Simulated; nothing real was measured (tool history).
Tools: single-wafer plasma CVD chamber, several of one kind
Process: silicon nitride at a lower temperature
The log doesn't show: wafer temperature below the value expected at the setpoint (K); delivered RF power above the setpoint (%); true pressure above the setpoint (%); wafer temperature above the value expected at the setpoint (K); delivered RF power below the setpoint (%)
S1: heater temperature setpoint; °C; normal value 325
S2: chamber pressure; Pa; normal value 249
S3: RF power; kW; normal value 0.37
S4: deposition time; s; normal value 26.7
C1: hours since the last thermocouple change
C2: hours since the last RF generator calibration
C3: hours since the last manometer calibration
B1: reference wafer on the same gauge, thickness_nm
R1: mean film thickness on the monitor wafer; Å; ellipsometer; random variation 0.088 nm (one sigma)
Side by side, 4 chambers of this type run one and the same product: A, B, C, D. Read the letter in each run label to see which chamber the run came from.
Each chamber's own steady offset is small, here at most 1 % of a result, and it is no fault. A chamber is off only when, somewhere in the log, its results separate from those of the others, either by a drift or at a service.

run	hour	S1	S2	S3	S4	C1	C2	C3	B1	R1
1A	3.5	325	249	0.37	26.7	1164.3	389.4	2123.1	43.006	377.75
# hour 5: chamber C: RF generator calibrated
2B	7.6	325	249	0.37	26.7	2151.5	1853	1535	42.999	380.57
3D	10.7	325	249	0.37	26.7	1873.4	768.4	1715.1	43.008	375.91
4C	14.1	325	249	0.37	26.7	615.4	9.1	292.1	42.996	375.29
5B	16.8	325	249	0.37	26.7	2160.7	1862.2	1544.2	43.004	381.23
6A	20.5	325	249	0.37	26.7	1181.3	406.4	2140.1	42.996	376.92
7D	23.8	325	249	0.37	26.7	1886.5	781.5	1728.2	42.989	375.99
# hour 24.9: chamber A: capacitance manometer re-zeroed and calibrated
8C	29.1	325	249	0.37	26.7	630.4	24.1	307.1	42.984	374.48
9C	33.4	325	249	0.37	26.7	634.7	28.4	311.4	42.989	375.47
10D	36.7	325	249	0.37	26.7	1899.4	794.4	1741.1	42.996	377.75
11A	39.5	325	249	0.37	26.7	1200.3	425.4	14.7	42.97	376.92
12B	42.8	319	249	0.435	26.7	2186.7	1888.2	1570.2	43.029	421.87
13A	46	319	249	0.435	26.7	1206.8	431.9	21.2	43.01	417.69
14B	50	319	249	0.435	26.7	2193.9	1895.4	1577.4	43.006	423.48
15D	54	319	249	0.435	26.7	1916.7	811.7	1758.4	42.995	415.86
16C	59.1	325	249	0.37	26.7	660.4	54.1	337.1	42.964	375.96
17C	61.4	325	249	0.37	26.7	662.7	56.4	339.4	43.01	375.87
18D	65	325	249	0.37	26.7	1927.7	822.7	1769.4	42.997	376.95
19A	67.9	325	249	0.39	26.7	1228.7	453.8	43.1	43.006	388.99
20B	72	325	249	0.39	26.7	2215.9	1917.4	1599.4	42.987	394.6
21D	75.1	325	249	0.39	26.7	1937.8	832.8	1779.5	43.003	390.91
22C	79.3	325	249	0.39	26.7	680.6	74.3	357.3	42.987	387.21
23B	81.8	325	207	0.37	26.7	2225.7	1927.2	1609.2	43.023	361.16
24A	84.9	325	207	0.37	26.7	1245.7	470.8	60.1	42.998	358.13
25A	87.9	325	207	0.37	26.7	1248.7	473.8	63.1	42.981	357.41
26B	90.3	325	207	0.37	26.7	2234.2	1935.7	1617.7	42.996	361.99
27C	94.5	325	249	0.37	26.7	695.8	89.5	372.5	42.983	375.69
28D	97.1	325	249	0.37	26.7	1959.8	854.8	1801.5	43.002	376.15
29D	102.2	325	249	0.37	26.7	1964.9	859.9	1806.6	43.024	376.29
30A	105.7	325	249	0.37	26.7	1266.5	491.6	80.9	43.005	375.62
31B	109.5	325	249	0.37	26.7	2253.4	1954.9	1636.9	42.975	379.83
32C	112.6	325	249	0.37	26.7	713.9	107.6	390.6	43.018	376.16
33B	116.3	325	249	0.37	26.7	2260.2	1961.7	1643.7	43.021	381.18
34C	121.5	325	249	0.37	26.7	722.8	116.5	399.5	43.017	375.64

Which is it: a chamber that has drifted or been left off by a service, a gauge drift common to all chambers, or only each chamber's usual small offset? If a chamber is off, name it and its likeliest cause.

The fleet is healthy, with each chamber sitting at its usual small offset and no drift in the gauge.
